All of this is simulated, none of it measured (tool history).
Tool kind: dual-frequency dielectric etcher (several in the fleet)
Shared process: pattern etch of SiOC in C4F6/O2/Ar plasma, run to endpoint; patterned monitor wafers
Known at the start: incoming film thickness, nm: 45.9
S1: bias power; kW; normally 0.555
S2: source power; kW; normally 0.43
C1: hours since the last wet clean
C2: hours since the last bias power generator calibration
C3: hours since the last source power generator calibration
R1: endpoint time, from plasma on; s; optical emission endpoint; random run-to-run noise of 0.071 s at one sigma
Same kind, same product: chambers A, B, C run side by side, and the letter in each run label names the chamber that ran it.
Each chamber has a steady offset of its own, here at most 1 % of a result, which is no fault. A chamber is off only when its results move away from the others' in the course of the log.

Run 1C, hour 3.7: usual settings; C1 283.1; C2 769.2; C3 4254. Result: R1 14.449 s.
Run 2B, hour 11.1: usual settings; C1 408.5; C2 1410.4; C3 479.3. Result: R1 14.405 s.
Run 3A, hour 17.6: usual settings; C1 421.6; C2 1602.3; C3 184.7. Result: R1 14.244 s.
Run 4B, hour 24.6: usual settings; C1 422; C2 1423.9; C3 492.8. Result: R1 14.408 s.
At hour 30.8: chamber B: wet clean of the chamber.
Run 5A, hour 32: usual settings; C1 436; C2 1616.7; C3 199.1. Result: R1 14.295 s.
Run 6C, hour 38.5: usual settings; C1 317.9; C2 804; C3 4288.8. Result: R1 14.355 s.
Run 7B, hour 42.6: usual settings but S2 0.5 kW; C1 11.8; C2 1441.9; C3 510.8. Result: R1 13.537 s.
Run 8C, hour 49.1: usual settings but S2 0.5 kW; C1 328.5; C2 814.6; C3 4299.4. Result: R1 13.737 s.
Run 9A, hour 56.9: usual settings but S2 0.5 kW; C1 460.9; C2 1641.6; C3 224. Result: R1 13.526 s.
At hour 63: chamber A: wet clean of the chamber.
Run 10B, hour 63.1: usual settings; C1 32.3; C2 1462.4; C3 531.3. Result: R1 14.297 s.
Run 11A, hour 66.8: usual settings; C1 3.9; C2 1651.5; C3 233.9. Result: R1 15.18 s.
Run 12C, hour 71.6: usual settings; C1 351; C2 837.1; C3 4321.9. Result: R1 14.427 s.
Run 13B, hour 75.3: usual settings but S1 0.635 kW, S2 0.33 kW; C1 44.5; C2 1474.6; C3 543.5. Result: R1 15.151 s.
Run 14A, hour 81.2: usual settings but S1 0.635 kW, S2 0.33 kW; C1 18.3; C2 1665.9; C3 248.3. Result: R1 15.77 s.
Run 15C, hour 88.2: usual settings but S1 0.635 kW, S2 0.33 kW; C1 367.6; C2 853.7; C3 4338.5. Result: R1 15.125 s.
Run 16A, hour 93.4: usual settings; C1 30.5; C2 1678.1; C3 260.5. Result: R1 15.195 s.
Run 17B, hour 99: usual settings; C1 68.2; C2 1498.3; C3 567.2. Result: R1 14.312 s.
Run 18C, hour 104.2: usual settings; C1 383.6; C2 869.7; C3 4354.5. Result: R1 14.531 s.
Run 19A, hour 108.4: usual settings but S2 0.35 kW; C1 45.5; C2 1693.1; C3 275.5. Result: R1 16.23 s.
Run 20C, hour 113.7: usual settings but S2 0.35 kW; C1 393.1; C2 879.2; C3 4364. Result: R1 15.586 s.
Run 21B, hour 117.8: usual settings but S2 0.35 kW; C1 87; C2 1517.1; C3 586. Result: R1 15.497 s.
Run 22B, hour 122.7: usual settings; C1 91.9; C2 1522; C3 590.9. Result: R1 14.55 s.
Run 23A, hour 126.8: usual settings; C1 63.9; C2 1711.5; C3 293.9. Result: R1 15.177 s.
Run 24C, hour 132.7: usual settings; C1 412.1; C2 898.2; C3 4383. Result: R1 14.55 s.
Run 25C, hour 138.9: usual settings; C1 418.3; C2 904.4; C3 4389.2. Result: R1 14.424 s.
Run 26B, hour 146.4: usual settings; C1 115.6; C2 1545.7; C3 614.6. Result: R1 14.284 s.
Run 27A, hour 153.9: usual settings; C1 91; C2 1738.6; C3 321. Result: R1 15.031 s.
Run 28C, hour 157.7: usual settings; C1 437.1; C2 923.2; C3 4408. Result: R1 14.435 s.

Each of the 3 chambers runs these same settings next. Fill in every chamber's results:
Run 29A, hour 163.3: usual settings but S2 0.34 kW. Result: R1 ?.
Run 29B, hour 163.3: usual settings but S2 0.34 kW. Result: R1 ?.
Run 29C, hour 163.3: usual settings but S2 0.34 kW. Result: R1 ?.

run      R1
29A  16.316
29B  15.762
29C  15.707

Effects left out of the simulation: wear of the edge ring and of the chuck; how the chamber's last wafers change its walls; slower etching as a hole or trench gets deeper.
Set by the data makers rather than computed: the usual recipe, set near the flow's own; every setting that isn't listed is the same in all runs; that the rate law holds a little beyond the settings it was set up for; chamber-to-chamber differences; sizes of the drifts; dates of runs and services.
